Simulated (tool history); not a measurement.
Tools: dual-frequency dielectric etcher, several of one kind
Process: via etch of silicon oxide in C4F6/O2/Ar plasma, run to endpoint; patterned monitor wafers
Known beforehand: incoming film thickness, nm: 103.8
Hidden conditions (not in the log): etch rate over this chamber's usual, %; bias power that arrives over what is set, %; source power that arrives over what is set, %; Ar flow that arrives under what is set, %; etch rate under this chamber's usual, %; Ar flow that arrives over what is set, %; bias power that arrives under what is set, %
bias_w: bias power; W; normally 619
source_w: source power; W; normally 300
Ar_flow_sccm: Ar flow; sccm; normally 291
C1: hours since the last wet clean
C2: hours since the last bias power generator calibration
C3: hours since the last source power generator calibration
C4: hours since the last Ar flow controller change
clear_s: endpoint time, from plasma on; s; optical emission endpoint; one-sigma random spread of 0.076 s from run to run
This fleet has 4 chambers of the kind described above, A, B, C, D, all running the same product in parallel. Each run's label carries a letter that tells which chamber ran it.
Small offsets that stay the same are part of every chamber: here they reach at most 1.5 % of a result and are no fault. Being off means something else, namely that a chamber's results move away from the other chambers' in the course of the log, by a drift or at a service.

Run 1D, hour 6.5: usual settings; C1 265.6; C2 2495.2; C3 2270.7; C4 2305.7. Result: clear_s 23.348 s.
Run 2C, hour 10.9: usual settings; C1 348.7; C2 2420.2; C3 2295.1; C4 4187.5. Result: clear_s 23.308 s.
Run 3B, hour 16.3: usual settings; C1 309.6; C2 514.9; C3 2224.1; C4 598.9. Result: clear_s 23.317 s.
Run 4A, hour 23.1: usual settings; C1 263.7; C2 3075.9; C3 1076.5; C4 2378.1. Result: clear_s 23.05 s.
Run 5A, hour 28.5: usual settings; C1 269.1; C2 3081.3; C3 1081.9; C4 2383.5. Result: clear_s 22.99 s.
Run 6B, hour 33.5: usual settings; C1 326.8; C2 532.1; C3 2241.3; C4 616.1. Result: clear_s 23.287 s.
Run 7D, hour 36.9: usual settings but bias_w 760 W; C1 296; C2 2525.6; C3 2301.1; C4 2336.1. Result: clear_s 21.475 s.
Run 8C, hour 43.3: usual settings but bias_w 760 W; C1 381.1; C2 2452.6; C3 2327.5; C4 4219.9. Result: clear_s 21.395 s.
Run 9C, hour 48.3: usual settings but bias_w 760 W; C1 386.1; C2 2457.6; C3 2332.5; C4 4224.9. Result: clear_s 21.571 s.
Run 10B, hour 54.2: usual settings but bias_w 760 W; C1 347.5; C2 552.8; C3 2262; C4 636.8. Result: clear_s 21.578 s.
Run 11A, hour 60.2: usual settings; C1 300.8; C2 3113; C3 1113.6; C4 2415.2. Result: clear_s 23.066 s.
At hour 60.6: chamber C: wet clean of the chamber.
Run 12D, hour 64.2: usual settings; C1 323.3; C2 2552.9; C3 2328.4; C4 2363.4. Result: clear_s 23.347 s.
Run 13D, hour 69.6: usual settings; C1 328.7; C2 2558.3; C3 2333.8; C4 2368.8. Result: clear_s 23.313 s.
Run 14B, hour 74.8: usual settings; C1 368.1; C2 573.4; C3 2282.6; C4 657.4. Result: clear_s 23.506 s.
Run 15C, hour 79: usual settings but source_w 360 W; C1 18.5; C2 2488.3; C3 2363.2; C4 4255.6. Result: clear_s 21.9 s.
Run 16A, hour 83.5: usual settings but source_w 360 W; C1 324.1; C2 3136.3; C3 1136.9; C4 2438.5. Result: clear_s 21.594 s.
Run 17C, hour 87.5: usual settings but source_w 360 W; C1 27; C2 2496.8; C3 2371.7; C4 4264.1. Result: clear_s 21.857 s.
Run 18D, hour 94.5: usual settings but source_w 360 W; C1 353.6; C2 2583.2; C3 2358.7; C4 2393.7. Result: clear_s 21.83 s.
Run 19B, hour 99.8: usual settings; C1 393.1; C2 598.4; C3 2307.6; C4 682.4. Result: clear_s 23.525 s.
Run 20A, hour 105.7: usual settings; C1 346.3; C2 3158.5; C3 1159.1; C4 2460.7. Result: clear_s 23.077 s.
Run 21A, hour 110.6: usual settings; C1 351.2; C2 3163.4; C3 1164; C4 2465.6. Result: clear_s 23.026 s.
Run 22D, hour 116.4: usual settings; C1 375.5; C2 2605.1; C3 2380.6; C4 2415.6. Result: clear_s 23.254 s.
Run 23C, hour 122: usual settings; C1 61.5; C2 2531.3; C3 2406.2; C4 4298.6. Result: clear_s 23.466 s.
Run 24B, hour 126: usual settings; C1 419.3; C2 624.6; C3 2333.8; C4 708.6. Result: clear_s 23.621 s.
Run 25D, hour 133.1: usual settings; C1 392.2; C2 2621.8; C3 2397.3; C4 2432.3. Result: clear_s 23.342 s.
Run 26B, hour 139.7: usual settings; C1 433; C2 638.3; C3 2347.5; C4 722.3. Result: clear_s 23.625 s.
Run 27A, hour 142.8: usual settings; C1 383.4; C2 3195.6; C3 1196.2; C4 2497.8. Result: clear_s 22.923 s.
Run 28C, hour 146.9: usual settings; C1 86.4; C2 2556.2; C3 2431.1; C4 4323.5. Result: clear_s 23.336 s.
Run 29B, hour 151.9: usual settings but source_w 230 W, Ar_flow_sccm 238 sccm; C1 445.2; C2 650.5; C3 2359.7; C4 734.5. Result: clear_s 25.573 s.
Run 30D, hour 158: usual settings but source_w 230 W, Ar_flow_sccm 238 sccm; C1 417.1; C2 2646.7; C3 2422.2; C4 2457.2. Result: clear_s 25.13 s.
At hour 158.9: chamber A: wet clean of the chamber.
Run 31A, hour 162.2: usual settings but source_w 230 W, Ar_flow_sccm 238 sccm; C1 3.3; C2 3215; C3 1215.6; C4 2517.2. Result: clear_s 24.666 s.
Run 32C, hour 168.9: usual settings but source_w 230 W, Ar_flow_sccm 238 sccm; C1 108.4; C2 2578.2; C3 2453.1; C4 4345.5. Result: clear_s 25.077 s.
Run 33C, hour 173.3: usual settings; C1 112.8; C2 2582.6; C3 2457.5; C4 4349.9. Result: clear_s 23.385 s.
Run 34B, hour 179.6: usual settings but bias_w 531 W, source_w 350 W; C1 472.9; C2 678.2; C3 2387.4; C4 762.2. Result: clear_s 23.816 s.
Run 35D, hour 184: usual settings but bias_w 531 W, source_w 350 W; C1 443.1; C2 2672.7; C3 2448.2; C4 2483.2. Result: clear_s 23.365 s.
Run 36A, hour 187.6: usual settings but bias_w 531 W, source_w 350 W; C1 28.7; C2 3240.4; C3 1241; C4 2542.6. Result: clear_s 23.034 s.
Run 37B, hour 191.3: usual settings but bias_w 531 W, source_w 350 W; C1 484.6; C2 689.9; C3 2399.1; C4 773.9. Result: clear_s 23.846 s.
Run 38C, hour 196.6: usual settings but source_w 260 W; C1 136.1; C2 2605.9; C3 2480.8; C4 4373.2. Result: clear_s 24.45 s.
Run 39A, hour 201.9: usual settings but source_w 260 W; C1 43; C2 3254.7; C3 1255.3; C4 2556.9. Result: clear_s 24.335 s.
Run 40D, hour 206: usual settings but source_w 260 W; C1 465.1; C2 2694.7; C3 2470.2; C4 2505.2. Result: clear_s 24.575 s.

All chambers now run identical settings, listed one chamber a line with results as question marks. What results will each chamber show?
Run 41A, hour 211: usual settings. Result: clear_s ?.
Run 41B, hour 211: usual settings. Result: clear_s ?.
Run 41C, hour 211: usual settings. Result: clear_s ?.
Run 41D, hour 211: usual settings. Result: clear_s ?.

run  clear_s
41A    23.06
41B    23.71
41C   23.276
41D   23.226
